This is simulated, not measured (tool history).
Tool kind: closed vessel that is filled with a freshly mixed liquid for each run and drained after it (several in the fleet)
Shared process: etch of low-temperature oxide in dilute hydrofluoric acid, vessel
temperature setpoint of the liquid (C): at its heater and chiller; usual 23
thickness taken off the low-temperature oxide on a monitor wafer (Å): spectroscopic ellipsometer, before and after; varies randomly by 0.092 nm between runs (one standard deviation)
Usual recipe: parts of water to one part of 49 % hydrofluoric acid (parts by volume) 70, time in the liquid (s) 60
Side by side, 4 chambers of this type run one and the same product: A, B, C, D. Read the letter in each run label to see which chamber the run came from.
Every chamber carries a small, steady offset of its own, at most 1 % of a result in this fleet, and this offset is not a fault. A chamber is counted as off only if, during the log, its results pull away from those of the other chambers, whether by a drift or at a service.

run,day,temperature setpoint of the liquid (C),parts of water to one part of 49 % hydrofluoric acid (parts by volume),time in the liquid (s),"read-back film thickness of the low-temperature oxide reference wafer, read on the same gauge (nm)",thickness taken off the low-temperature oxide on a monitor wafer (Å)
1A,0.35,23,70,60,40.042,278.08
2B,0.588,23,70,60,39.991,280.15
3C,0.912,23,70,60,39.972,280.14
4D,1.183,23,70,60,40.038,281.01
5C,1.396,23,70,60,40.011,280.08
6D,1.75,23,70,60,40.016,280.36
7B,1.917,23,70,60,40,282.6
8A,2.071,23,70,60,40.018,280.38
# day 2.421: chamber B: thermometer replaced
9D,2.425,23,70,60,39.995,280.25
10C,2.704,23,60,35,39.985,192.36
11B,3,23,60,35,40.008,193.43
12A,3.329,23,60,35,40,193.07
13D,3.55,23,60,35,40.006,194.7
14A,3.888,23,70,60,40.022,279.83
15C,4.092,23,70,60,40.022,279.36
16B,4.367,23,70,60,39.975,281.86
17D,4.688,23,70,60,39.995,282.83
18C,4.988,23,70,60,40.011,279.48
19A,5.204,23,70,60,40.017,279.31
20B,5.508,23,70,60,39.998,282.58
21C,5.738,23,70,60,39.995,280.52
22B,5.988,23,70,60,40.008,282.02
23A,6.208,23,70,60,40.027,278.39
24D,6.471,23,70,60,39.998,281.22
25D,6.738,23,70,60,39.993,280.43
26C,7.058,23,70,95,39.985,443.21
27A,7.254,23,70,95,39.993,443.16

Predict what each chamber gives when all 4 of them run the settings below next.
28A,7.508,23,70,60,,?
28B,7.508,23,70,60,,?
28C,7.508,23,70,60,,?
28D,7.508,23,70,60,,?

run,thickness taken off the low-temperature oxide on a monitor wafer (Å)
28A,280.43
28B,280.71
28C,279.39
28D,280.51
